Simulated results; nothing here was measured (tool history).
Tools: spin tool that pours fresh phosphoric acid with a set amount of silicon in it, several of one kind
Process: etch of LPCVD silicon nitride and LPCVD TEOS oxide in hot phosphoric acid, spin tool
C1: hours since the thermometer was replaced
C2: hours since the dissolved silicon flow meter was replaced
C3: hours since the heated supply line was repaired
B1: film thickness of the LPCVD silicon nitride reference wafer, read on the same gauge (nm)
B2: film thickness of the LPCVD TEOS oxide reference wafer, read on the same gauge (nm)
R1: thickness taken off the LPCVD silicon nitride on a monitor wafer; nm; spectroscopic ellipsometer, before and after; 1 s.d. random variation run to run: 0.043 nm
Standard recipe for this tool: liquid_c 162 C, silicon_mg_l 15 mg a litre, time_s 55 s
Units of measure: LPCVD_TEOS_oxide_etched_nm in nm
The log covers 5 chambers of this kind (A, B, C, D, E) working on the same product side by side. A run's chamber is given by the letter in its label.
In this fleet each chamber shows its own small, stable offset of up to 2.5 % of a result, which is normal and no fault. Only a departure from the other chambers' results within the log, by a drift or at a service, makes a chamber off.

Run 1B, hour 6.4: usual settings; C1 544; C2 669.6; C3 4000.3; B1 100.01; B2 139.98. Result: R1 4.8628 nm, LPCVD_TEOS_oxide_etched_nm 0.22035 nm.
Run 2A, hour 12.6: usual settings; C1 712.5; C2 136.6; C3 374.2; B1 99.985; B2 140.01. Result: R1 4.8269 nm, LPCVD_TEOS_oxide_etched_nm 0.13718 nm.
Run 3D, hour 19.3: usual settings; C1 586.2; C2 969.3; C3 1481.8; B1 100.05; B2 140. Result: R1 4.8874 nm, LPCVD_TEOS_oxide_etched_nm 0.24935 nm.
Run 4E, hour 23: usual settings; C1 1492.6; C2 804; C3 1039.7; B1 100.03; B2 140.03. Result: R1 4.7964 nm, LPCVD_TEOS_oxide_etched_nm 0.15835 nm.
Run 5C, hour 28.5: usual settings; C1 368.7; C2 534.2; C3 377.5; B1 100; B2 140.02. Result: R1 4.8865 nm, LPCVD_TEOS_oxide_etched_nm 0.2015 nm.
Run 6D, hour 32.3: usual settings; C1 599.2; C2 982.3; C3 1494.8; B1 99.981; B2 139.99. Result: R1 4.8383 nm, LPCVD_TEOS_oxide_etched_nm 0.20623 nm.
Run 7B, hour 40.1: usual settings; C1 577.7; C2 703.3; C3 4034; B1 100.01; B2 140.02. Result: R1 4.8209 nm, LPCVD_TEOS_oxide_etched_nm 0.16471 nm.
Run 8A, hour 43.6: usual settings; C1 743.5; C2 167.6; C3 405.2; B1 99.982; B2 140.06. Result: R1 4.9111 nm, LPCVD_TEOS_oxide_etched_nm 0.21455 nm.
Run 9C, hour 47.8: usual settings; C1 388; C2 553.5; C3 396.8; B1 99.972; B2 139.94. Result: R1 4.9341 nm, LPCVD_TEOS_oxide_etched_nm 0.12472 nm.
Run 10E, hour 51.6: usual settings; C1 1521.2; C2 832.6; C3 1068.3; B1 99.956; B2 140.02. Result: R1 4.7544 nm, LPCVD_TEOS_oxide_etched_nm 0.18422 nm.
Run 11C, hour 57.3: usual settings; C1 397.5; C2 563; C3 406.3; B1 100.01; B2 139.99. Result: R1 4.8627 nm, LPCVD_TEOS_oxide_etched_nm 0.23476 nm.
Run 12A, hour 63.8: usual settings; C1 763.7; C2 187.8; C3 425.4; B1 100.01; B2 140.01. Result: R1 4.8732 nm, LPCVD_TEOS_oxide_etched_nm 0.14309 nm.
Run 13D, hour 69.4: usual settings; C1 636.3; C2 1019.4; C3 1531.9; B1 99.99; B2 140. Result: R1 4.7795 nm, LPCVD_TEOS_oxide_etched_nm 0.15715 nm.
At hour 70.8: chamber B: thermometer replaced.
Run 14B, hour 76.1: usual settings; C1 5.3; C2 739.3; C3 4070; B1 99.977; B2 140. Result: R1 4.8592 nm, LPCVD_TEOS_oxide_etched_nm 0.16098 nm.
Run 15E, hour 82.5: usual settings; C1 1552.1; C2 863.5; C3 1099.2; B1 99.97; B2 139.98. Result: R1 4.7757 nm, LPCVD_TEOS_oxide_etched_nm 0.20745 nm.
Run 16D, hour 88.1: usual settings; C1 655; C2 1038.1; C3 1550.6; B1 99.988; B2 139.97. Result: R1 4.8429 nm, LPCVD_TEOS_oxide_etched_nm 0.20129 nm.
Run 17E, hour 95.1: usual settings; C1 1564.7; C2 876.1; C3 1111.8; B1 100.02; B2 140.02. Result: R1 4.8364 nm, LPCVD_TEOS_oxide_etched_nm 0.1496 nm.
Run 18C, hour 100.7: usual settings; C1 440.9; C2 606.4; C3 449.7; B1 100.01; B2 139.96. Result: R1 4.8324 nm, LPCVD_TEOS_oxide_etched_nm 0.14547 nm.
Run 19A, hour 104.8: usual settings but liquid_c 161 C; C1 804.7; C2 228.8; C3 466.4; B1 100.02; B2 139.97. Result: R1 4.6715 nm, LPCVD_TEOS_oxide_etched_nm 0.2074 nm.
Run 20B, hour 109.2: usual settings but liquid_c 161 C; C1 38.4; C2 772.4; C3 4103.1; B1 99.988; B2 139.96. Result: R1 4.6406 nm, LPCVD_TEOS_oxide_etched_nm 0.19866 nm.
Run 21D, hour 116.3: usual settings but liquid_c 161 C; C1 683.2; C2 1066.3; C3 1578.8; B1 99.983; B2 139.98. Result: R1 4.7044 nm, LPCVD_TEOS_oxide_etched_nm 0.12071 nm.
Run 22B, hour 120.7: usual settings but liquid_c 161 C; C1 49.9; C2 783.9; C3 4114.6; B1 99.98; B2 139.96. Result: R1 4.6596 nm, LPCVD_TEOS_oxide_etched_nm 0.1677 nm.
Run 23C, hour 124.9: usual settings but liquid_c 161 C; C1 465.1; C2 630.6; C3 473.9; B1 99.978; B2 140.03. Result: R1 4.7176 nm, LPCVD_TEOS_oxide_etched_nm 0.18045 nm.
Run 24A, hour 130.7: usual settings but liquid_c 163.5 C, silicon_mg_l 23 mg a litre; C1 830.6; C2 254.7; C3 492.3; B1 100.03; B2 140.01. Result: R1 5.1559 nm, LPCVD_TEOS_oxide_etched_nm 0.1704 nm.
Run 25E, hour 135.2: usual settings but liquid_c 163.5 C, silicon_mg_l 23 mg a litre; C1 1604.8; C2 916.2; C3 1151.9; B1 99.991; B2 139.97. Result: R1 5.0066 nm, LPCVD_TEOS_oxide_etched_nm 0.11301 nm.
Run 26C, hour 142.4: usual settings but liquid_c 163.5 C, silicon_mg_l 23 mg a litre; C1 482.6; C2 648.1; C3 491.4; B1 99.946; B2 140.05. Result: R1 5.1028 nm, LPCVD_TEOS_oxide_etched_nm 0.12635 nm.
Run 27E, hour 149: usual settings but liquid_c 163.5 C, silicon_mg_l 23 mg a litre; C1 1618.6; C2 930; C3 1165.7; B1 100.05; B2 140.01. Result: R1 5.1245 nm, LPCVD_TEOS_oxide_etched_nm 0.15918 nm.
Run 28A, hour 155.9: usual settings but liquid_c 163.5 C, silicon_mg_l 23 mg a litre; C1 855.8; C2 279.9; C3 517.5; B1 99.974; B2 140. Result: R1 5.0951 nm, LPCVD_TEOS_oxide_etched_nm 0.11955 nm.
Run 29B, hour 159.6: usual settings; C1 88.8; C2 822.8; C3 4153.5; B1 99.94; B2 140.02. Result: R1 4.9161 nm, LPCVD_TEOS_oxide_etched_nm 0.21972 nm.
Run 30D, hour 164.4: usual settings but silicon_mg_l 24.5 mg a litre, time_s 35 s; C1 731.3; C2 1114.4; C3 1626.9; B1 100.01; B2 140.06. Result: R1 3.1136 nm, LPCVD_TEOS_oxide_etched_nm 0.083863 nm.
Run 31D, hour 170.9: usual settings but silicon_mg_l 24.5 mg a litre, time_s 35 s; C1 737.8; C2 1120.9; C3 1633.4; B1 99.973; B2 139.96. Result: R1 3.039 nm, LPCVD_TEOS_oxide_etched_nm 0.093005 nm.
At hour 173.7: chamber B: heated supply line repaired.
Run 32A, hour 178.2: usual settings but silicon_mg_l 24.5 mg a litre, time_s 35 s; C1 878.1; C2 302.2; C3 539.8; B1 99.946; B2 140.04. Result: R1 3.1144 nm, LPCVD_TEOS_oxide_etched_nm 0.072274 nm.
Run 33B, hour 183.8: usual settings but silicon_mg_l 24.5 mg a litre, time_s 35 s; C1 113; C2 847; C3 10.1; B1 100.01; B2 139.99. Result: R1 3.1008 nm, LPCVD_TEOS_oxide_etched_nm 0.11269 nm.
Run 34C, hour 187.6: usual settings but silicon_mg_l 24.5 mg a litre, time_s 35 s; C1 527.8; C2 693.3; C3 536.6; B1 99.972; B2 140. Result: R1 3.09 nm, LPCVD_TEOS_oxide_etched_nm 0.070149 nm.
Run 35E, hour 191.5: usual settings; C1 1661.1; C2 972.5; C3 1208.2; B1 99.988; B2 140.02. Result: R1 4.8431 nm, LPCVD_TEOS_oxide_etched_nm 0.18406 nm.
Run 36D, hour 195.3: usual settings; C1 762.2; C2 1145.3; C3 1657.8; B1 99.935; B2 139.99. Result: R1 4.9068 nm, LPCVD_TEOS_oxide_etched_nm 0.11169 nm.
Run 37A, hour 200.3: usual settings; C1 900.2; C2 324.3; C3 561.9; B1 99.984; B2 140.04. Result: R1 4.7991 nm, LPCVD_TEOS_oxide_etched_nm 0.17484 nm.
At hour 206: chamber C: dissolved silicon flow meter replaced.
Run 38C, hour 207: usual settings; C1 547.2; C2 1.1; C3 556; B1 99.985; B2 140.01. Result: R1 4.8624 nm, LPCVD_TEOS_oxide_etched_nm 0.20536 nm.

For the next run the whole fleet of 5 chambers uses the same settings. Give each chamber's results:
Run 39A, hour 212.7: usual settings but silicon_mg_l 10 mg a litre. Result: R1 ?, LPCVD_TEOS_oxide_etched_nm ?.
Run 39B, hour 212.7: usual settings but silicon_mg_l 10 mg a litre. Result: R1 ?, LPCVD_TEOS_oxide_etched_nm ?.
Run 39C, hour 212.7: usual settings but silicon_mg_l 10 mg a litre. Result: R1 ?, LPCVD_TEOS_oxide_etched_nm ?.
Run 39D, hour 212.7: usual settings but silicon_mg_l 10 mg a litre. Result: R1 ?, LPCVD_TEOS_oxide_etched_nm ?.
Run 39E, hour 212.7: usual settings but silicon_mg_l 10 mg a litre. Result: R1 ?, LPCVD_TEOS_oxide_etched_nm ?.

run      R1  LPCVD_TEOS_oxide_etched_nm
39A  4.8128                     0.17285
39B   4.849                     0.22704
39C  4.9333                     0.15916
39D  4.9371                     0.14718
39E  4.7417                     0.24612
